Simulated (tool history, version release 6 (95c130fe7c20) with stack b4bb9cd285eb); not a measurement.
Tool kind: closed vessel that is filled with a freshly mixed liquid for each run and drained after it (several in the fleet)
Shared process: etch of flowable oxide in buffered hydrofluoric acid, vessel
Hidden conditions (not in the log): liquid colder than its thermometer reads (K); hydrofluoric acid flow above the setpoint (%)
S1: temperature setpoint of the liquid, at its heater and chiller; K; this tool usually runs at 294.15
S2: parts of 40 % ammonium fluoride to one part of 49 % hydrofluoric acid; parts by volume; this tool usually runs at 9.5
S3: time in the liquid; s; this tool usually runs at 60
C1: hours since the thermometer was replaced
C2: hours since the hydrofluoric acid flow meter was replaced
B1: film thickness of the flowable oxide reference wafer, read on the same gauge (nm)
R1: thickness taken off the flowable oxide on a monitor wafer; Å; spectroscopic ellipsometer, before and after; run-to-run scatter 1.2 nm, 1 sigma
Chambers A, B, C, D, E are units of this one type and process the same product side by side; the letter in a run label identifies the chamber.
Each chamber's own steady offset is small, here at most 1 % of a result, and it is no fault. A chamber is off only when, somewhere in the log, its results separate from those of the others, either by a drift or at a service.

| run | hour | S1 | S2 | S3 | C1 | C2 | B1 | R1 |
|---|---|---|---|---|---|---|---|---|
| 1E | 8.4 | 294.15 | 9.5 | 60 | 1187.0 | 307.4 | 150.02 | 3111.7 |
| 2B | 16.3 | 294.15 | 9.5 | 60 | 836.2 | 1527.8 | 149.99 | 3122.6 |
| 3D | 21.1 | 294.15 | 9.5 | 60 | 597.8 | 609.3 | 149.98 | 3128.8 |
| 4A | 26.8 | 294.15 | 9.5 | 60 | 981.5 | 1275.3 | 149.99 | 3094.0 |
| 5C | 35.2 | 294.15 | 9.5 | 60 | 658.0 | 63.9 | 149.97 | 3146.9 |
| 6B | 42.0 | 294.15 | 9.5 | 60 | 861.9 | 1553.5 | 149.98 | 3089.8 |
| 7E | 51.5 | 294.15 | 9.5 | 60 | 1230.1 | 350.5 | 149.99 | 3115.6 |
| 8D | 58.7 | 294.15 | 9.5 | 60 | 635.4 | 646.9 | 150.01 | 3129.9 |
| 9A | 66.6 | 294.15 | 9.5 | 60 | 1021.3 | 1315.1 | 149.96 | 3097.8 |
| 10C | 75.7 | 294.15 | 9.5 | 60 | 698.5 | 104.4 | 149.99 | 3143.2 |
| 11E | 85.3 | 294.15 | 9.5 | 60 | 1263.9 | 384.3 | 149.95 | 3094.6 |
|  | 87.1 | chamber A: thermometer replaced |
| 12C | 93.8 | 294.15 | 9.5 | 60 | 716.6 | 122.5 | 150.02 | 3153.1 |
| 13A | 101.7 | 294.15 | 9.5 | 60 | 14.6 | 1350.2 | 149.96 | 3104.0 |
| 14D | 106.3 | 294.15 | 9.5 | 60 | 683.0 | 694.5 | 150.00 | 3066.8 |
| 15B | 113.4 | 294.15 | 9.5 | 60 | 933.3 | 1624.9 | 150.00 | 3111.0 |
| 16D | 120.3 | 294.15 | 9.5 | 60 | 697.0 | 708.5 | 150.03 | 3097.5 |
| 17E | 125.4 | 296.15 | 13.0 | 60 | 1304.0 | 424.4 | 149.99 | 2623.1 |
| 18C | 133.3 | 296.15 | 13.0 | 60 | 756.1 | 162.0 | 150.01 | 2614.8 |
| 19B | 142.4 | 296.15 | 13.0 | 60 | 962.3 | 1653.9 | 150.03 | 2611.0 |
| 20A | 146.8 | 296.15 | 13.0 | 60 | 59.7 | 1395.3 | 149.99 | 2608.6 |
| 21C | 153.4 | 296.15 | 13.0 | 60 | 776.2 | 182.1 | 149.97 | 2606.4 |
| 22A | 161.8 | 294.15 | 9.5 | 60 | 74.7 | 1410.3 | 150.04 | 3095.5 |
| 23D | 166.6 | 296.65 | 8.0 | 60 | 743.3 | 754.8 | 149.97 | 4160.3 |
| 24E | 174.4 | 296.65 | 8.0 | 60 | 1353.0 | 473.4 | 149.99 | 4190.0 |
| 25B | 180.4 | 296.65 | 8.0 | 60 | 1000.3 | 1691.9 | 149.97 | 4202.3 |
| 26B | 187.7 | 296.65 | 8.0 | 60 | 1007.6 | 1699.2 | 150.00 | 4218.3 |
| 27A | 195.5 | 296.65 | 8.0 | 60 | 108.4 | 1444.0 | 150.03 | 4181.4 |
| 28D | 200.9 | 294.15 | 9.5 | 60 | 777.6 | 789.1 | 150.00 | 3066.7 |
| 29E | 205.7 | 294.15 | 9.5 | 60 | 1384.3 | 504.7 | 150.02 | 3146.4 |
| 30C | 215.1 | 294.15 | 9.5 | 60 | 837.9 | 243.8 | 149.98 | 3135.1 |

Read the log: is a single chamber off, either drifting away or since a service, is the gauge that measures every chamber drifting, or is nothing wrong beyond small per-chamber offsets? Name any odd chamber and what most likely caused it.

Little by little, chamber D moves away from the other chambers.
Most likely cause: liquid colder than its thermometer reads (K) = 0.569.
Not necessarily distinguishable in this log from: hydrofluoric acid flow below the setpoint (%).

Here are 4 candidates for chamber D's next run, each the usual settings with a change, their results left as question marks. Which one brings its results back in line with what the others give on the usual settings?
Counts as in line when no further than this from what the other chambers average on the usual settings: R1 42.0 Å
| 31D-1 | 222.1 | 293.15 | 9.5 | 60 |  |  |  | ? |
| 31D-2 | 222.1 | 295.15 | 9.5 | 60 |  |  |  | ? |
| 31D-3 | 222.1 | 294.15 | 10.0 | 60 |  |  |  | ? |
| 31D-4 | 222.1 | 294.65 | 9.5 | 60 |  |  |  | ? |

Average result of the remaining chambers running the usual settings: R1 3119.7 Å
| run | R1 |
|---|---|
| 31D-1 | 2861.1 |
| 31D-2 | 3193.6 |
| 31D-3 | 2924.8 |
| 31D-4 | 3106.1 |
The right change is 31D-4: it brings the chamber back within the allowed miss of the others.

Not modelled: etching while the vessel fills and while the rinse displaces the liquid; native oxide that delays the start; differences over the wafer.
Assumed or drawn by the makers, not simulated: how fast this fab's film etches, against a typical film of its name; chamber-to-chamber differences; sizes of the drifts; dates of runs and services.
